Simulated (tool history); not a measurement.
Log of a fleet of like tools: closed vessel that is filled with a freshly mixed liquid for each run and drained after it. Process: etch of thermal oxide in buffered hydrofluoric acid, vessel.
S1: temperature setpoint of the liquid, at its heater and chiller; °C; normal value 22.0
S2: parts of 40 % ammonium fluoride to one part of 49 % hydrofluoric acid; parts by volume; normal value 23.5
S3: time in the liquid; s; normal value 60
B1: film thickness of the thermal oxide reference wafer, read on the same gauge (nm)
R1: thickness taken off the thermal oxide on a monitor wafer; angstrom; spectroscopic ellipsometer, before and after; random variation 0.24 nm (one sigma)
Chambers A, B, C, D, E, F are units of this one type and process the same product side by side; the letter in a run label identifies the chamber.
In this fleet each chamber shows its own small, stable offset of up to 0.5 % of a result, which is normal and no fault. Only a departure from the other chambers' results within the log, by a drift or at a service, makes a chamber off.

run,hour,S1,S2,S3,B1,R1
1C,6.6,22.0,23.5,60,50.022,276.34
2D,11.2,22.0,23.5,60,49.915,281.65
3F,18.8,22.0,23.5,60,49.983,281.01
4A,23.0,22.0,23.5,60,50.079,280.45
5B,29.6,22.0,23.5,60,49.995,281.56
6E,36.6,22.0,30.0,60,49.974,238.32
7F,42.9,22.0,30.0,60,50.047,233.87
# hour 45.6: chamber D: hydrofluoric acid flow meter replaced
8E,48.2,22.0,30.0,60,50.020,235.48
9A,51.9,22.0,30.0,60,50.019,237.52
10D,58.7,22.0,30.0,60,49.983,236.69
11B,64.4,22.0,30.0,60,50.030,238.86
12C,72.2,22.0,23.5,60,49.986,282.88
13E,80.0,22.0,23.5,60,50.030,277.41
14A,83.5,22.0,23.5,60,50.032,276.29
15C,89.5,22.0,23.5,60,50.005,276.49
16F,94.0,22.0,23.5,60,50.043,276.85
17B,99.2,20.0,23.5,60,49.986,251.70
18D,106.7,20.0,23.5,60,50.022,249.48
19F,114.4,20.0,23.5,60,50.010,248.28
20D,118.2,20.0,23.5,60,50.001,254.55
21B,125.3,20.0,23.5,60,49.942,252.55
22E,132.7,20.0,23.5,60,50.010,249.62
23C,138.0,22.0,15.5,30,50.029,200.94
# hour 145.7: chamber A: hydrofluoric acid flow meter replaced
24A,145.7,22.0,15.5,30,49.968,201.73
25B,152.0,22.0,15.5,30,50.000,201.72
26C,156.1,22.0,15.5,30,50.003,200.53
27F,159.6,22.0,15.5,30,49.982,201.16
28A,164.1,22.0,15.5,30,49.962,200.60
29D,168.3,22.0,23.5,60,49.989,276.41
30E,175.7,22.0,23.5,60,49.950,278.47
31E,180.5,22.0,23.5,60,49.994,278.97
32D,186.4,22.0,23.5,60,49.989,280.61
33B,191.5,22.0,23.5,60,49.969,276.18
34C,199.1,25.0,19.5,60,49.977,382.15
35F,205.1,25.0,19.5,60,50.007,376.22
36A,209.6,25.0,19.5,60,50.033,375.75
# hour 215.4: chamber A: thermometer replaced
37C,216.6,25.0,19.5,60,49.969,376.65
38A,221.5,25.0,19.5,60,50.000,373.08
39F,227.1,25.0,19.5,60,50.027,374.02
40B,231.7,18.5,15.0,60,50.006,338.67
41D,238.6,18.5,15.0,60,49.991,342.61
42E,242.5,18.5,15.0,60,50.031,343.13
43E,247.6,18.5,15.0,60,50.016,341.09

Has any chamber moved away from the others, gradually or after a service, or does the common gauge drift, or do the chambers differ only by their own small steady offsets? State the chamber and the most likely cause if one applies.

No chamber is off and the gauge is stable; the differences are just each chamber's small, constant offset.

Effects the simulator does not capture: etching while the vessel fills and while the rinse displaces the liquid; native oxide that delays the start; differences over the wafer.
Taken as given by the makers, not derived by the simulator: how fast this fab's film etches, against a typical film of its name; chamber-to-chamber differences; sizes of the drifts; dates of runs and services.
